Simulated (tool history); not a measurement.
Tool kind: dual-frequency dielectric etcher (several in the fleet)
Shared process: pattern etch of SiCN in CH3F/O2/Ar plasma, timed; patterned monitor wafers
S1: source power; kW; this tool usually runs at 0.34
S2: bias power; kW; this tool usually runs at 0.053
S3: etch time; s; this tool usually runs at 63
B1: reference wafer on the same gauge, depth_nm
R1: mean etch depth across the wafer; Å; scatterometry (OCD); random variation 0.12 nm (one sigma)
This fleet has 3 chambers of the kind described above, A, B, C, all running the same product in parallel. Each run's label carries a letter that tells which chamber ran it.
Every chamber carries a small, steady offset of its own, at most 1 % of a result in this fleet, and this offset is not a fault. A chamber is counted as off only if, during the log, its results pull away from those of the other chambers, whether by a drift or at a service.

{"run": "1B", "hour": 6.2, "S1": 0.34, "S2": 0.053, "S3": 63, "B1": 21.194, "R1": 201.1}
{"run": "2C", "hour": 12.3, "S1": 0.34, "S2": 0.053, "S3": 63, "B1": 21.178, "R1": 199.66}
{"run": "3A", "hour": 20.8, "S1": 0.34, "S2": 0.053, "S3": 63, "B1": 21.161, "R1": 198.52}
{"run": "4C", "hour": 28.4, "S1": 0.34, "S2": 0.053, "S3": 63, "B1": 21.201, "R1": 198.49}
{"run": "5B", "hour": 36.9, "S1": 0.34, "S2": 0.053, "S3": 63, "B1": 21.2, "R1": 201.38}
{"run": "6A", "hour": 42.6, "S1": 0.34, "S2": 0.044, "S3": 74, "B1": 21.19, "R1": 221.07}
{"run": "7A", "hour": 49.5, "S1": 0.34, "S2": 0.044, "S3": 74, "B1": 21.175, "R1": 219.75}
{"hour": 54.0, "done": "chamber C: source power generator calibrated"}
{"run": "8C", "hour": 55.5, "S1": 0.34, "S2": 0.044, "S3": 74, "B1": 21.206, "R1": 216.15}
{"run": "9B", "hour": 60.4, "S1": 0.34, "S2": 0.053, "S3": 63, "B1": 21.193, "R1": 202.7}
{"run": "10B", "hour": 65.7, "S1": 0.34, "S2": 0.053, "S3": 55.5, "B1": 21.191, "R1": 176}
{"run": "11C", "hour": 72.8, "S1": 0.34, "S2": 0.053, "S3": 55.5, "B1": 21.197, "R1": 172.82}
{"run": "12A", "hour": 77.1, "S1": 0.34, "S2": 0.053, "S3": 55.5, "B1": 21.223, "R1": 176.93}
{"run": "13B", "hour": 84.1, "S1": 0.34, "S2": 0.053, "S3": 63, "B1": 21.191, "R1": 200.84}
{"run": "14A", "hour": 89.2, "S1": 0.34, "S2": 0.053, "S3": 63, "B1": 21.187, "R1": 202.03}
{"hour": 91.8, "done": "chamber A: source power generator calibrated"}
{"run": "15C", "hour": 96.4, "S1": 0.34, "S2": 0.046, "S3": 63, "B1": 21.206, "R1": 187.04}
{"run": "16A", "hour": 104.2, "S1": 0.34, "S2": 0.046, "S3": 63, "B1": 21.205, "R1": 190.18}
{"run": "17C", "hour": 111.4, "S1": 0.34, "S2": 0.046, "S3": 63, "B1": 21.182, "R1": 186.06}
{"hour": 115.2, "done": "chamber B: wet clean of the chamber"}
{"run": "18B", "hour": 116.0, "S1": 0.34, "S2": 0.053, "S3": 63, "B1": 21.193, "R1": 200.24}
{"run": "19B", "hour": 122.6, "S1": 0.34, "S2": 0.053, "S3": 63, "B1": 21.226, "R1": 202.19}
{"run": "20A", "hour": 127.6, "S1": 0.34, "S2": 0.053, "S3": 63, "B1": 21.183, "R1": 199.87}
{"run": "21C", "hour": 132.1, "S1": 0.34, "S2": 0.053, "S3": 63, "B1": 21.22, "R1": 191.09}
{"run": "22A", "hour": 136.3, "S1": 0.34, "S2": 0.053, "S3": 63, "B1": 21.202, "R1": 199.28}
{"run": "23B", "hour": 142.4, "S1": 0.34, "S2": 0.053, "S3": 63, "B1": 21.17, "R1": 200.83}

Next, all 3 chambers run the settings below, one line each with question marks for the results. What does each chamber give?
{"run": "24A", "hour": 148.7, "S1": 0.34, "S2": 0.053, "S3": 63, "R1": "?"}
{"run": "24B", "hour": 148.7, "S1": 0.34, "S2": 0.053, "S3": 63, "R1": "?"}
{"run": "24C", "hour": 148.7, "S1": 0.34, "S2": 0.053, "S3": 63, "R1": "?"}

run=24A R1=200.66
run=24B R1=200.8
run=24C R1=192.5

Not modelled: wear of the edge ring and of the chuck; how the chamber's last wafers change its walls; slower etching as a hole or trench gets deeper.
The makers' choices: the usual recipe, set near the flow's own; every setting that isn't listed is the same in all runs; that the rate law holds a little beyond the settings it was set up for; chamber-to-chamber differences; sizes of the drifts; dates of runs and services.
